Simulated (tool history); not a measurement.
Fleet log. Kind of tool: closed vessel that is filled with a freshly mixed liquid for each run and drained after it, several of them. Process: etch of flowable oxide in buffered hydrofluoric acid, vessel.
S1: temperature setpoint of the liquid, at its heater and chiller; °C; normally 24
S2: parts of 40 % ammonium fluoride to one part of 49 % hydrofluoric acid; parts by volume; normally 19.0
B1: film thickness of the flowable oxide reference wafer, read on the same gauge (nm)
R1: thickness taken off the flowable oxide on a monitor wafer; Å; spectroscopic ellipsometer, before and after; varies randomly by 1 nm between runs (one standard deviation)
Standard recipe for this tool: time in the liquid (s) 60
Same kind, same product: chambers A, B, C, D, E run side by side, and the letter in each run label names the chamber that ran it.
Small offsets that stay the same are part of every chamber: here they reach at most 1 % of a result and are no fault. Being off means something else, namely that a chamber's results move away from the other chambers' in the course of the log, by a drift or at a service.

run 1B hour=15.6 | S1=24 S2=19.0 time_in_the_liquid_(s)=60 | B1=130.03 | R1=1267.90
run 2C hour=30.8 | S1=24 S2=19.0 time_in_the_liquid_(s)=60 | B1=130.02 | R1=1313.20
run 3E hour=38.9 | S1=24 S2=19.0 time_in_the_liquid_(s)=60 | B1=129.99 | R1=1291.10
run 4A hour=53.1 | S1=24 S2=19.0 time_in_the_liquid_(s)=60 | B1=130.00 | R1=1282.10
run 5D hour=60.1 | S1=24 S2=19.0 time_in_the_liquid_(s)=60 | B1=130.01 | R1=1298.20
run 6A hour=75.7 | S1=24 S2=19.0 time_in_the_liquid_(s)=60 | B1=130.00 | R1=1298.90
run 7E hour=86.2 | S1=24 S2=19.0 time_in_the_liquid_(s)=60 | B1=129.99 | R1=1264.40
run 8D hour=94.8 | S1=24 S2=19.0 time_in_the_liquid_(s)=60 | B1=130.03 | R1=1302.40
run 9C hour=106.5 | S1=24 S2=19.0 time_in_the_liquid_(s)=60 | B1=130.00 | R1=1308.10
run 10B hour=117.2 | S1=24 S2=19.0 time_in_the_liquid_(s)=60 | B1=129.99 | R1=1285.10
run 11B hour=131.3 | S1=24 S2=19.0 time_in_the_liquid_(s)=60 | B1=130.00 | R1=1297.60
run 12A hour=139.4 | S1=24 S2=19.0 time_in_the_liquid_(s)=60 | B1=129.97 | R1=1295.10
run 13C hour=152.7 | S1=27 S2=16.5 time_in_the_liquid_(s)=60 | B1=130.01 | R1=1743.80
run 14E hour=162.8 | S1=27 S2=16.5 time_in_the_liquid_(s)=60 | B1=130.00 | R1=1739.70
run 15D hour=173.0 | S1=27 S2=16.5 time_in_the_liquid_(s)=60 | B1=130.00 | R1=1725.50
run 16B hour=184.6 | S1=27 S2=16.5 time_in_the_liquid_(s)=60 | B1=130.00 | R1=1713.10
run 17E hour=193.9 | S1=27 S2=16.5 time_in_the_liquid_(s)=60 | B1=130.00 | R1=1749.60
run 18D hour=201.2 | S1=24 S2=19.0 time_in_the_liquid_(s)=60 | B1=130.01 | R1=1275.80
run 19A hour=215.1 | S1=24 S2=19.0 time_in_the_liquid_(s)=60 | B1=129.99 | R1=1277.60
-- hour=221.8 chamber D: hydrofluoric acid flow meter replaced
run 20C hour=227.7 | S1=24 S2=19.0 time_in_the_liquid_(s)=60 | B1=129.99 | R1=1331.80
run 21E hour=241.3 | S1=24 S2=19.0 time_in_the_liquid_(s)=60 | B1=130.00 | R1=1289.00
-- hour=245.8 chamber D: thermometer replaced
run 22C hour=255.3 | S1=24 S2=19.0 time_in_the_liquid_(s)=60 | B1=129.98 | R1=1366.60
run 23D hour=264.7 | S1=24 S2=19.0 time_in_the_liquid_(s)=60 | B1=129.98 | R1=1271.30
run 24B hour=272.2 | S1=24 S2=19.0 time_in_the_liquid_(s)=60 | B1=129.99 | R1=1287.50
-- hour=276.6 chamber A: thermometer replaced
run 25A hour=284.7 | S1=24 S2=19.0 time_in_the_liquid_(s)=60 | B1=130.03 | R1=1282.10
run 26D hour=297.4 | S1=24 S2=19.0 time_in_the_liquid_(s)=60 | B1=130.02 | R1=1267.80
run 27B hour=304.4 | S1=24 S2=14.0 time_in_the_liquid_(s)=30 | B1=130.00 | R1=863.69
run 28C hour=315.9 | S1=24 S2=14.0 time_in_the_liquid_(s)=30 | B1=130.01 | R1=912.96
run 29E hour=323.7 | S1=24 S2=14.0 time_in_the_liquid_(s)=30 | B1=129.98 | R1=871.64
run 30A hour=332.7 | S1=24 S2=14.0 time_in_the_liquid_(s)=30 | B1=129.98 | R1=869.33
run 31E hour=339.6 | S1=24 S2=14.0 time_in_the_liquid_(s)=30 | B1=129.98 | R1=869.09
run 32A hour=347.5 | S1=24 S2=19.0 time_in_the_liquid_(s)=60 | B1=130.02 | R1=1287.50
run 33C hour=359.9 | S1=24 S2=19.0 time_in_the_liquid_(s)=60 | B1=130.02 | R1=1396.40
run 34B hour=372.5 | S1=26 S2=19.0 time_in_the_liquid_(s)=40 | B1=129.99 | R1=952.76
run 35D hour=383.6 | S1=26 S2=19.0 time_in_the_liquid_(s)=40 | B1=130.01 | R1=942.58
run 36A hour=398.3 | S1=26 S2=19.0 time_in_the_liquid_(s)=40 | B1=129.99 | R1=951.13
run 37B hour=407.4 | S1=26 S2=19.0 time_in_the_liquid_(s)=40 | B1=130.00 | R1=962.65
run 38C hour=423.0 | S1=26 S2=19.0 time_in_the_liquid_(s)=40 | B1=129.99 | R1=1050.70
run 39E hour=434.9 | S1=24 S2=19.0 time_in_the_liquid_(s)=60 | B1=129.96 | R1=1288.60
run 40D hour=450.4 | S1=24 S2=19.0 time_in_the_liquid_(s)=60 | B1=129.99 | R1=1277.20
run 41C hour=463.1 | S1=24 S2=19.0 time_in_the_liquid_(s)=60 | B1=129.99 | R1=1450.10
run 42B hour=477.2 | S1=24 S2=14.5 time_in_the_liquid_(s)=90 | B1=129.97 | R1=2503.80
run 43E hour=488.8 | S1=24 S2=14.5 time_in_the_liquid_(s)=90 | B1=130.01 | R1=2523.40
run 44A hour=499.8 | S1=24 S2=14.5 time_in_the_liquid_(s)=90 | B1=130.02 | R1=2546.30

Each of the 5 chambers runs these same settings next. Fill in every chamber's results:
run 45A hour=511.1 | S1=24 S2=19.0 time_in_the_liquid_(s)=90 | R1=?
run 45B hour=511.1 | S1=24 S2=19.0 time_in_the_liquid_(s)=90 | R1=?
run 45C hour=511.1 | S1=24 S2=19.0 time_in_the_liquid_(s)=90 | R1=?
run 45D hour=511.1 | S1=24 S2=19.0 time_in_the_liquid_(s)=90 | R1=?
run 45E hour=511.1 | S1=24 S2=19.0 time_in_the_liquid_(s)=90 | R1=?

run=45A R1=1924.00
run=45B R1=1917.70
run=45C R1=2172.90
run=45D R1=1909.20
run=45E R1=1926.90
